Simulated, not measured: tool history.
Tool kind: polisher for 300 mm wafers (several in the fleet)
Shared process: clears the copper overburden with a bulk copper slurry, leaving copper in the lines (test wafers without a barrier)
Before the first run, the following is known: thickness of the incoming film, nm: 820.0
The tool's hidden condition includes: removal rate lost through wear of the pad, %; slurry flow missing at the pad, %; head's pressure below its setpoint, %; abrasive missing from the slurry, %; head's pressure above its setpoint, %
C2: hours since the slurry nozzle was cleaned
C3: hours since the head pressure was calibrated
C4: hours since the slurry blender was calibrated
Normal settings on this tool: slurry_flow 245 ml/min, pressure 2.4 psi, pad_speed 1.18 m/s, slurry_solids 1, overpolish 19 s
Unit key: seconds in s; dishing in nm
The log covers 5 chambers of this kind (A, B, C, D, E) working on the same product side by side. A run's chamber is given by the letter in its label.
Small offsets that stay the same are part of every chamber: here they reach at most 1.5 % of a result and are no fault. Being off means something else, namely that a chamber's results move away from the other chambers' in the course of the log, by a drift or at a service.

At day 0.088: chamber A: head pressure recalibrated.
Run 1B, day 0.217: usual settings; wafers polished on this pad 475; C2 43.4; C3 607.4; C4 48.5. Result: seconds 82.618 s, dishing 39.873 nm.
At day 0.246: chamber E: head pressure recalibrated.
At day 0.504: chamber A: worn pad replaced by a new one.
Run 2A, day 0.504: usual settings; wafers polished on this pad 0; C2 543.1; C3 10.1; C4 123.7. Result: seconds 85.893 s, dishing 39.913 nm.
Run 3E, day 0.742: usual settings; wafers polished on this pad 560; C2 177.9; C3 11.9; C4 29.6. Result: seconds 83.184 s, dishing 39.035 nm.
Run 4C, day 0.888: usual settings; wafers polished on this pad 447; C2 517.1; C3 655.3; C4 31.2. Result: seconds 85.696 s, dishing 41.08 nm.
Run 5D, day 1.1: usual settings; wafers polished on this pad 398; C2 354.6; C3 207.7; C4 41.2. Result: seconds 83.313 s, dishing 40.621 nm.
Run 6A, day 1.383: usual settings; wafers polished on this pad 118; C2 564.2; C3 31.2; C4 144.8. Result: seconds 87.125 s, dishing 38.595 nm.
Run 7B, day 1.658: usual settings; wafers polished on this pad 668; C2 78; C3 642; C4 83.1. Result: seconds 81.881 s, dishing 39.863 nm.
Run 8C, day 1.933: usual settings; wafers polished on this pad 587; C2 542.2; C3 680.4; C4 56.3. Result: seconds 85.529 s, dishing 39.744 nm.
At day 1.996: chamber E: worn pad replaced by a new one.
Run 9D, day 2.192: usual settings; wafers polished on this pad 544; C2 380.8; C3 233.9; C4 67.4. Result: seconds 85.589 s, dishing 39.551 nm.
At day 2.358: chamber D: worn pad replaced by a new one.
Run 10E, day 2.4: usual settings; wafers polished on this pad 54; C2 217.7; C3 51.7; C4 69.4. Result: seconds 84.794 s, dishing 39.987 nm.
Run 11E, day 2.558: usual settings; wafers polished on this pad 75; C2 221.5; C3 55.5; C4 73.2. Result: seconds 83.678 s, dishing 38.839 nm.
Run 12D, day 2.754: usual settings; wafers polished on this pad 53; C2 394.3; C3 247.4; C4 80.9. Result: seconds 87.575 s, dishing 38.582 nm.
Run 13B, day 2.967: usual settings; wafers polished on this pad 844; C2 109.4; C3 673.4; C4 114.5. Result: seconds 84.611 s, dishing 40.874 nm.
Run 14C, day 3.238: usual settings; wafers polished on this pad 762; C2 573.5; C3 711.7; C4 87.6. Result: seconds 85.584 s, dishing 38.724 nm.
Run 15A, day 3.375: usual settings; wafers polished on this pad 385; C2 612; C3 79; C4 192.6. Result: seconds 86.44 s, dishing 39.611 nm.
Run 16A, day 3.596: usual settings; wafers polished on this pad 414; C2 617.3; C3 84.3; C4 197.9. Result: seconds 86.172 s, dishing 39.4 nm.
Run 17B, day 3.725: usual settings; wafers polished on this pad 945; C2 127.6; C3 691.6; C4 132.7. Result: seconds 85.861 s, dishing 38.253 nm.
Run 18C, day 3.971: usual settings; wafers polished on this pad 860; C2 591.1; C3 729.3; C4 105.2. Result: seconds 84.684 s, dishing 40.355 nm.
Run 19D, day 4.112: usual settings; wafers polished on this pad 235; C2 426.9; C3 280; C4 113.5. Result: seconds 84.119 s, dishing 39.495 nm.
Run 20E, day 4.275: usual settings but slurry_solids 1.15, overpolish 25 s; wafers polished on this pad 305; C2 262.7; C3 96.7; C4 114.4. Result: seconds 82.134 s, dishing 40.637 nm.
Run 21C, day 4.408: usual settings but slurry_solids 1.15, overpolish 25 s; wafers polished on this pad 919; C2 601.6; C3 739.8; C4 115.7. Result: seconds 83.904 s, dishing 39.487 nm.
Run 22D, day 4.646: usual settings but slurry_solids 1.15, overpolish 25 s; wafers polished on this pad 306; C2 439.7; C3 292.8; C4 126.3. Result: seconds 80.059 s, dishing 40.88 nm.
Run 23E, day 4.896: usual settings but slurry_solids 1.15, overpolish 25 s; wafers polished on this pad 389; C2 277.6; C3 111.6; C4 129.3. Result: seconds 79.877 s, dishing 40.609 nm.
At day 5.121: chamber E: slurry nozzle cleaned.
Run 24B, day 5.129: usual settings but slurry_solids 1.15, overpolish 25 s; wafers polished on this pad 1133; C2 161.3; C3 725.3; C4 166.4. Result: seconds 81.556 s, dishing 42.151 nm.
At day 5.217: chamber C: slurry blender recalibrated.
At day 5.3: chamber C: worn pad replaced by a new one.
Run 25A, day 5.308: usual settings; wafers polished on this pad 644; C2 658.4; C3 125.4; C4 239. Result: seconds 85.214 s, dishing 41.463 nm.
Run 26C, day 5.5: usual settings but pressure 2.1 psi; wafers polished on this pad 27; C2 627.8; C3 766; C4 6.9. Result: seconds 96.557 s, dishing 38.611 nm.
Run 27A, day 5.671: usual settings but pressure 2.1 psi; wafers polished on this pad 693; C2 667.1; C3 134.1; C4 247.7. Result: seconds 97.365 s, dishing 37.882 nm.
Run 28E, day 5.892: usual settings but pressure 2.1 psi; wafers polished on this pad 522; C2 18.6; C3 135.5; C4 153.2. Result: seconds 99.275 s, dishing 38.033 nm.
Run 29D, day 6.117: usual settings but pressure 2.1 psi; wafers polished on this pad 503; C2 475; C3 328.1; C4 161.6. Result: seconds 97.521 s, dishing 38.04 nm.
Run 30B, day 6.254: usual settings but pressure 2.1 psi; wafers polished on this pad 1284; C2 188.3; C3 752.3; C4 193.4. Result: seconds 95.438 s, dishing 38.341 nm.
At day 6.325: chamber D: worn pad replaced by a new one.
Run 31C, day 6.425: usual settings but pad_speed 1.56 m/s, overpolish 15 s; wafers polished on this pad 151; C2 650; C3 788.2; C4 29.1. Result: seconds 62.062 s, dishing 39.865 nm.
At day 6.454: chamber B: worn pad replaced by a new one.
Run 32D, day 6.608: usual settings but pad_speed 1.56 m/s, overpolish 15 s; wafers polished on this pad 38; C2 486.8; C3 339.9; C4 173.4. Result: seconds 64.577 s, dishing 39.688 nm.
Run 33A, day 6.767: usual settings but pad_speed 1.56 m/s, overpolish 15 s; wafers polished on this pad 839; C2 693.4; C3 160.4; C4 274. Result: seconds 65.065 s, dishing 40.738 nm.
At day 6.854: chamber B: slurry nozzle cleaned.
Run 34B, day 6.908: usual settings but pad_speed 1.56 m/s, overpolish 15 s; wafers polished on this pad 61; C2 1.3; C3 768; C4 209.1. Result: seconds 62.602 s, dishing 39.4 nm.
Run 35E, day 7.112: usual settings but pad_speed 1.56 m/s, overpolish 15 s; wafers polished on this pad 686; C2 47.9; C3 164.8; C4 182.5. Result: seconds 64.798 s, dishing 40.673 nm.
Run 36A, day 7.371: usual settings; wafers polished on this pad 920; C2 707.9; C3 174.9; C4 288.5. Result: seconds 84.794 s, dishing 39.937 nm.
At day 7.5: chamber E: worn pad replaced by a new one.
Run 37D, day 7.658: usual settings; wafers polished on this pad 178; C2 512; C3 365.1; C4 198.6. Result: seconds 86.751 s, dishing 39.8 nm.
Run 38C, day 7.908: usual settings; wafers polished on this pad 350; C2 685.6; C3 823.8; C4 64.7. Result: seconds 87.159 s, dishing 40.732 nm.
Run 39E, day 8.1: usual settings; wafers polished on this pad 80; C2 71.6; C3 188.5; C4 206.2. Result: seconds 85.383 s, dishing 39.847 nm.
At day 8.179: chamber E: slurry blender recalibrated.
Run 40B, day 8.229: usual settings but pad_speed 0.82 m/s, slurry_solids 0.75; wafers polished on this pad 238; C2 33; C3 799.7; C4 240.8. Result: seconds 131.31 s, dishing 37.23 nm.
Run 41A, day 8.475: usual settings but pad_speed 0.82 m/s, slurry_solids 0.75; wafers polished on this pad 1068; C2 734.4; C3 201.4; C4 315. Result: seconds 129.95 s, dishing 36.975 nm.
Run 42E, day 8.658: usual settings but pad_speed 0.82 m/s, slurry_solids 0.75; wafers polished on this pad 155; C2 85; C3 201.9; C4 11.6. Result: seconds 128.48 s, dishing 36.554 nm.
Run 43D, day 8.888: usual settings but pad_speed 0.82 m/s, slurry_solids 0.75; wafers polished on this pad 343; C2 541.5; C3 394.6; C4 228.1. Result: seconds 131.18 s, dishing 35.478 nm.
At day 8.992: chamber B: head pressure recalibrated.
Run 44B, day 9.15: usual settings but pad_speed 0.82 m/s, slurry_solids 0.75; wafers polished on this pad 361; C2 55.1; C3 3.8; C4 262.9. Result: seconds 126.97 s, dishing 38.498 nm.

Predict what each chamber gives when all 5 of them run the settings below next.
Run 45A, day 9.358: usual settings but pressure 2.9 psi. Result: seconds ?, dishing ?.
Run 45B, day 9.358: usual settings but pressure 2.9 psi. Result: seconds ?, dishing ?.
Run 45C, day 9.358: usual settings but pressure 2.9 psi. Result: seconds ?, dishing ?.
Run 45D, day 9.358: usual settings but pressure 2.9 psi. Result: seconds ?, dishing ?.
Run 45E, day 9.358: usual settings but pressure 2.9 psi. Result: seconds ?, dishing ?.

run  seconds  dishing
45A   69.463   41.538
45B   69.021   40.588
45C   69.897   40.632
45D   67.008   40.689
45E   69.672   41.246
